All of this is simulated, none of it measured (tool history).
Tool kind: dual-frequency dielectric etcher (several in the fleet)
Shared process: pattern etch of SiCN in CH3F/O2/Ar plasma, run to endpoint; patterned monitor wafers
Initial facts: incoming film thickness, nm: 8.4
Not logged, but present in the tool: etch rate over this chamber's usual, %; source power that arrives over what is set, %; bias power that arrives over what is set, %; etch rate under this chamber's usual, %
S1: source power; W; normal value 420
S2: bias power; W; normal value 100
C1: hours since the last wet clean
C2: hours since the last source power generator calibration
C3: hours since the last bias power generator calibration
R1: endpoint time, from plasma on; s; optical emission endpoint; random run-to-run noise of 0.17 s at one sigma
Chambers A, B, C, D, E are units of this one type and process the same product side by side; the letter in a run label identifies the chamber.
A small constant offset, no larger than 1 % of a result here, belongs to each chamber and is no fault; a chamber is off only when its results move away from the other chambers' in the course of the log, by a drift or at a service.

Run 1D, hour 2.5: usual settings; C1 334.7; C2 3614.5; C3 1746.4. Result: R1 19.720 s.
Run 2E, hour 4.8: usual settings; C1 499.2; C2 856.5; C3 2600.1. Result: R1 19.712 s.
At hour 8.0: chamber D: wet clean of the chamber.
Run 3A, hour 9.8: usual settings; C1 265.0; C2 3269.7; C3 229.5. Result: R1 19.631 s.
Run 4B, hour 13.1: usual settings; C1 164.0; C2 630.5; C3 111.8. Result: R1 19.589 s.
Run 5C, hour 15.3: usual settings; C1 105.2; C2 4257.5; C3 1123.6. Result: R1 19.300 s.
Run 6B, hour 20.1: usual settings; C1 171.0; C2 637.5; C3 118.8. Result: R1 19.381 s.
Run 7E, hour 22.8: usual settings but S1 340 W; C1 517.2; C2 874.5; C3 2618.1. Result: R1 21.150 s.
Run 8A, hour 27.5: usual settings but S1 340 W; C1 282.7; C2 3287.4; C3 247.2. Result: R1 20.884 s.
Run 9D, hour 30.8: usual settings but S1 340 W; C1 22.8; C2 3642.8; C3 1774.7. Result: R1 21.355 s.
Run 10C, hour 33.8: usual settings but S1 340 W; C1 123.7; C2 4276.0; C3 1142.1. Result: R1 21.312 s.
Run 11D, hour 38.7: usual settings but S1 340 W; C1 30.7; C2 3650.7; C3 1782.6. Result: R1 21.461 s.
Run 12B, hour 42.0: usual settings but S1 340 W; C1 192.9; C2 659.4; C3 140.7. Result: R1 21.162 s.
Run 13E, hour 45.3: usual settings but S1 340 W; C1 539.7; C2 897.0; C3 2640.6. Result: R1 21.210 s.
Run 14A, hour 49.1: usual settings but S1 340 W; C1 304.3; C2 3309.0; C3 268.8. Result: R1 20.801 s.
Run 15C, hour 52.8: usual settings but S1 340 W; C1 142.7; C2 4295.0; C3 1161.1. Result: R1 21.266 s.
Run 16E, hour 55.6: usual settings but S1 340 W; C1 550.0; C2 907.3; C3 2650.9. Result: R1 21.020 s.
Run 17D, hour 58.1: usual settings; C1 50.1; C2 3670.1; C3 1802.0. Result: R1 19.675 s.
Run 18C, hour 63.2: usual settings; C1 153.1; C2 4305.4; C3 1171.5. Result: R1 19.292 s.
Run 19B, hour 66.4: usual settings; C1 217.3; C2 683.8; C3 165.1. Result: R1 19.531 s.
Run 20A, hour 68.7: usual settings but S1 490 W, S2 77 W; C1 323.9; C2 3328.6; C3 288.4. Result: R1 20.144 s.
Run 21E, hour 71.2: usual settings but S1 490 W, S2 77 W; C1 565.6; C2 922.9; C3 2666.5. Result: R1 20.333 s.
Run 22A, hour 74.7: usual settings but S1 490 W, S2 77 W; C1 329.9; C2 3334.6; C3 294.4. Result: R1 20.161 s.
Run 23C, hour 78.1: usual settings but S1 490 W, S2 77 W; C1 168.0; C2 4320.3; C3 1186.4. Result: R1 20.533 s.
Run 24B, hour 82.3: usual settings but S1 490 W, S2 77 W; C1 233.2; C2 699.7; C3 181.0. Result: R1 20.287 s.
Run 25D, hour 86.0: usual settings; C1 78.0; C2 3698.0; C3 1829.9. Result: R1 19.762 s.
Run 26A, hour 88.9: usual settings; C1 344.1; C2 3348.8; C3 308.6. Result: R1 18.980 s.
Run 27B, hour 91.4: usual settings; C1 242.3; C2 708.8; C3 190.1. Result: R1 19.476 s.
Run 28C, hour 94.6: usual settings; C1 184.5; C2 4336.8; C3 1202.9. Result: R1 19.733 s.
Run 29D, hour 98.5: usual settings; C1 90.5; C2 3710.5; C3 1842.4. Result: R1 19.524 s.
Run 30E, hour 102.3: usual settings; C1 596.7; C2 954.0; C3 2697.6. Result: R1 19.656 s.
Run 31E, hour 105.0: usual settings but S2 92 W; C1 599.4; C2 956.7; C3 2700.3. Result: R1 20.119 s.
Run 32A, hour 109.6: usual settings but S2 92 W; C1 364.8; C2 3369.5; C3 329.3. Result: R1 20.175 s.
Run 33C, hour 114.3: usual settings but S2 92 W; C1 204.2; C2 4356.5; C3 1222.6. Result: R1 20.303 s.
Run 34B, hour 119.3: usual settings but S2 92 W; C1 270.2; C2 736.7; C3 218.0. Result: R1 20.558 s.
Run 35D, hour 122.4: usual settings but S2 92 W; C1 114.4; C2 3734.4; C3 1866.3. Result: R1 19.975 s.
Run 36C, hour 127.1: usual settings; C1 217.0; C2 4369.3; C3 1235.4. Result: R1 19.679 s.
Run 37B, hour 130.6: usual settings; C1 281.5; C2 748.0; C3 229.3. Result: R1 19.566 s.
Run 38E, hour 133.4: usual settings; C1 627.8; C2 985.1; C3 2728.7. Result: R1 19.660 s.
Run 39A, hour 137.8: usual settings; C1 393.0; C2 3397.7; C3 357.5. Result: R1 19.611 s.
Run 40D, hour 141.9: usual settings; C1 133.9; C2 3753.9; C3 1885.8. Result: R1 19.827 s.
Run 41D, hour 146.9: usual settings but S1 350 W, S2 112 W; C1 138.9; C2 3758.9; C3 1890.8. Result: R1 19.889 s.

Is one chamber out of step, is the gauge drifting, or do the chambers differ by no more than their own small offsets? For an off chamber, give its letter and the likeliest cause.

No chamber is off and the gauge is stable; the differences are just each chamber's small, constant offset.
